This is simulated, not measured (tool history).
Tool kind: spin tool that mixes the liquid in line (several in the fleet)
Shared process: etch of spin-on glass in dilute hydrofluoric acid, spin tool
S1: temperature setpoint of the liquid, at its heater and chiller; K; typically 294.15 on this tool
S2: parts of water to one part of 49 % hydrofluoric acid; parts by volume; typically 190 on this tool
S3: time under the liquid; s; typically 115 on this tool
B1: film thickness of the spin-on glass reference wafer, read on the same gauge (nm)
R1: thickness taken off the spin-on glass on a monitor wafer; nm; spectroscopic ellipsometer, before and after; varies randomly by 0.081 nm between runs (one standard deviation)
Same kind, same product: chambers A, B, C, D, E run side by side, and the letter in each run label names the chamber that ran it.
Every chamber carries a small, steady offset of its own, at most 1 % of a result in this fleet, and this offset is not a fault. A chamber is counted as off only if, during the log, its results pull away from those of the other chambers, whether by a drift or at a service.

run	hour	S1	S2	S3	B1	R1
1A	12.9	294.15	190	115	60.019	18.591
2D	22.5	294.15	190	115	59.979	18.872
3B	33.5	294.15	190	115	60.02	18.711
4E	48	294.15	190	115	59.983	18.612
5C	62.8	294.15	190	115	60.018	18.821
6C	75.1	294.15	190	115	59.984	18.772
7A	84	294.15	190	115	60.002	18.61
8B	98.5	294.15	190	115	59.998	18.73
9E	111.1	294.15	190	115	60.049	18.624
10D	120.1	294.15	190	115	59.985	18.816
11D	131.5	294.15	190	115	59.987	18.741
12A	146.1	294.15	190	115	59.936	18.62
13B	152.8	294.15	190	115	59.977	18.759
# hour 160.8: chamber B: hydrofluoric acid flow meter replaced
# hour 163.8: chamber E: thermometer replaced
14E	167.4	294.15	190	65	59.955	10.463
15C	178.6	294.15	190	65	59.981	10.49
# hour 187.4: chamber D: hydrofluoric acid flow meter replaced
16D	190.7	294.15	190	65	60.017	10.591
17E	200.2	294.15	190	65	59.962	10.466
18A	207.6	294.15	190	65	60.04	10.521
19B	216.1	294.15	190	115	59.985	18.645
20C	229.6	294.15	190	115	59.995	18.338
21D	238.2	294.15	190	115	60.001	18.683
22C	249.5	294.15	190	115	59.979	18.44
23A	256.5	294.15	190	115	59.983	18.643
24B	267.5	294.15	190	115	59.998	18.684
25E	280.6	294.15	190	115	59.98	18.541
26B	287.2	294.15	190	115	59.945	18.728
27E	302	294.15	190	115	60.029	18.474
28A	311.9	294.15	190	115	60.014	18.591
29D	325.3	294.15	245	180	59.998	21.568
# hour 329.8: chamber A: thermometer replaced
30C	338.3	294.15	245	180	60.023	20.504
31E	350.7	294.15	245	180	60.013	21.435
32B	365.4	294.15	245	180	60.02	21.616
33C	376.5	294.15	245	180	59.979	20.372
34A	383.8	294.15	190	115	59.956	18.431
35D	394.1	294.15	190	115	59.983	18.633

Next, all 5 chambers run the settings below, one line each with question marks for the results. What does each chamber give?
36A	404.9	294.15	145	115		?
36B	404.9	294.15	145	115		?
36C	404.9	294.15	145	115		?
36D	404.9	294.15	145	115		?
36E	404.9	294.15	145	115		?

run	R1
36A	25.383
36B	25.574
36C	24.878
36D	25.881
36E	25.17
